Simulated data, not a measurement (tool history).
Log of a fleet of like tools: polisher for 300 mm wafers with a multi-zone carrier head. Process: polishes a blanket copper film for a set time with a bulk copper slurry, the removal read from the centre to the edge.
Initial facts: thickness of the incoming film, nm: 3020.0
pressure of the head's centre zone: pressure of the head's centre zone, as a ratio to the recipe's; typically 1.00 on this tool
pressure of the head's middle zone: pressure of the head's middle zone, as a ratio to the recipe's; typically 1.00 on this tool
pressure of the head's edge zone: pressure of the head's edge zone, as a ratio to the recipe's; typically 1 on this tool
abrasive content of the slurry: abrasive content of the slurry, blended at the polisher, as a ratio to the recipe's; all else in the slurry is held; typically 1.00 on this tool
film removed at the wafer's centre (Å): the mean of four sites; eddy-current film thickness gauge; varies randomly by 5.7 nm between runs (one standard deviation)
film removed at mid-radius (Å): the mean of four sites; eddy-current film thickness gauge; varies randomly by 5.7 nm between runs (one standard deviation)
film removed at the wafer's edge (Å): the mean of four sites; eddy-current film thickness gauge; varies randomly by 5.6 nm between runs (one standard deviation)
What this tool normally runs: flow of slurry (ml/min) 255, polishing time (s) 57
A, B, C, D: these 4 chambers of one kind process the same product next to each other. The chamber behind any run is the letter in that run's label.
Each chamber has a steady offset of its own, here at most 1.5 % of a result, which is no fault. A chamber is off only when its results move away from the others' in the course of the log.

run,day,flow of slurry (ml/min),pressure of the head's centre zone,pressure of the head's middle zone,pressure of the head's edge zone,abrasive content of the slurry,polishing time (s),film removed at the wafer's centre (Å),film removed at mid-radius (Å),film removed at the wafer's edge (Å)
# day 0.250: chamber A: worn pad replaced by a new one
1D,0.312,255,1.00,1.00,1,1.00,57,4339.2,4489.2,4300.8
2C,0.696,255,1.00,1.00,1,1.00,57,4414.1,4412.9,4380.4
# day 0.929: chamber B: worn pad replaced by a new one
3B,0.979,255,1.00,1.00,1,1.00,57,4322.7,4301.7,4231.6
# day 1.129: chamber A: edge zone pressure recalibrated
# day 1.350: chamber D: edge zone pressure recalibrated
4A,1.354,255,1.00,1.00,1,1.00,57,4320.4,4421.5,4381.7
# day 1.729: chamber C: worn pad replaced by a new one
5B,1.862,255,1.00,1.00,1,1.00,57,4299.3,4335.5,4281.3
# day 2.217: chamber D: worn pad replaced by a new one
6C,2.275,255,1.00,1.00,1,1.00,57,4307.8,4381.2,4358.2
# day 2.379: chamber A: worn pad replaced by a new one
# day 2.446: chamber D: centre zone pressure recalibrated
7A,2.567,255,1.00,1.00,1,1.00,57,4377.9,4295.7,4350.2
8D,3.046,255,1.00,1.00,1,1.00,57,4283.7,4410.3,4372.6
9D,3.304,255,1.00,1.00,1,1.00,57,4320.0,4403.8,4286.2
# day 3.450: chamber C: worn pad replaced by a new one
10A,3.758,255,1.00,1.00,1,1.00,57,4314.1,4450.0,4452.4
11B,4.088,255,1.00,1.00,1,1.00,57,4217.1,4356.2,4285.7
# day 4.279: chamber A: worn pad replaced by a new one
# day 4.300: chamber B: worn pad replaced by a new one
12C,4.475,255,1.00,1.00,1,1.00,57,4319.6,4470.4,4428.2
13D,4.879,255,1.00,1.00,1,1.00,57,4346.5,4388.0,4346.0
14C,5.167,255,1.05,0.92,1,1.00,57,4490.7,4125.2,4297.1
# day 5.308: chamber C: worn pad replaced by a new one
15A,5.446,255,1.05,0.92,1,1.00,57,4621.2,3928.8,4330.4
# day 5.492: chamber D: worn pad replaced by a new one
# day 5.542: chamber C: centre zone pressure recalibrated
16B,5.762,255,1.05,0.92,1,1.00,57,4437.1,4041.2,4403.5
# day 6.204: chamber A: worn pad replaced by a new one
17B,6.229,255,1.05,0.92,1,1.00,57,4433.7,3979.5,4379.6
18C,6.604,255,1.00,1.00,1,1.00,57,4318.1,4383.9,4322.7
19A,6.833,255,1.00,1.00,1,1.00,57,4374.7,4360.3,4394.8
# day 7.221: chamber C: worn pad replaced by a new one
20D,7.225,255,1.00,1.00,1,1.25,69,5545.8,5540.3,5524.7
# day 7.317: chamber B: worn pad replaced by a new one
21C,7.558,255,1.00,1.00,1,1.25,69,5477.2,5515.1,5542.7
22D,7.875,255,1.00,1.00,1,1.25,69,5586.4,5656.8,5519.7
23B,8.346,255,1.00,1.00,1,1.25,69,5177.2,5511.2,5546.3
# day 8.379: chamber A: worn pad replaced by a new one
# day 8.558: chamber B: slurry nozzle cleaned
24A,8.767,255,1.00,1.00,1,1.00,57,4238.0,4271.9,4452.5
25B,9.267,255,1.00,1.00,1,1.00,57,4151.7,4338.3,4247.9
# day 9.462: chamber C: worn pad replaced by a new one
26C,9.725,255,1.07,1.00,1,1.00,57,4753.2,4373.3,4252.6
27A,10.038,255,1.07,1.00,1,1.00,57,4662.9,4408.2,4392.4

One chamber off, gauge drift, or nothing amiss beyond the chambers' own small offsets? If it is a chamber, which one, and what is the likeliest cause?

It is chamber B that slowly wanders off from its peers.
Likeliest cause: centre zone's pressure below its setpoint, % = 6.09.

Below are 4 candidate recipes for chamber B's next run, each the usual settings with a change, their results shown as question marks. Which of them brings B's results back in line with what the other chambers give on the usual settings?
Counts as in line when no further than this from what the other chambers average on the usual settings: film removed at the wafer's centre (Å) 200.0; film removed at mid-radius (Å) 200.0; film removed at the wafer's edge (Å) 190.0
28B-1,10.400,245,0.90,1.01,1.04,1.00,55,?,?,?
28B-2,10.400,265,1.10,0.99,0.96,1.00,59,?,?,?
28B-3,10.400,250,0.95,1.01,1.02,1.00,56,?,?,?
28B-4,10.400,260,1.05,0.99,0.98,1.00,58,?,?,?

The mean the other chambers reach with the usual settings: film removed at the wafer's centre (Å) 4335.1; film removed at mid-radius (Å) 4381.2; film removed at the wafer's edge (Å) 4351.8
run,film removed at the wafer's centre (Å),film removed at mid-radius (Å),film removed at the wafer's edge (Å)
28B-1,3433.8,4188.4,4263.4
28B-2,4650.5,4447.5,4417.9
28B-3,3724.7,4273.7,4304.4
28B-4,4332.8,4363.9,4382.2
28B-4 is the one that brings the chamber's results back in line with the other chambers.

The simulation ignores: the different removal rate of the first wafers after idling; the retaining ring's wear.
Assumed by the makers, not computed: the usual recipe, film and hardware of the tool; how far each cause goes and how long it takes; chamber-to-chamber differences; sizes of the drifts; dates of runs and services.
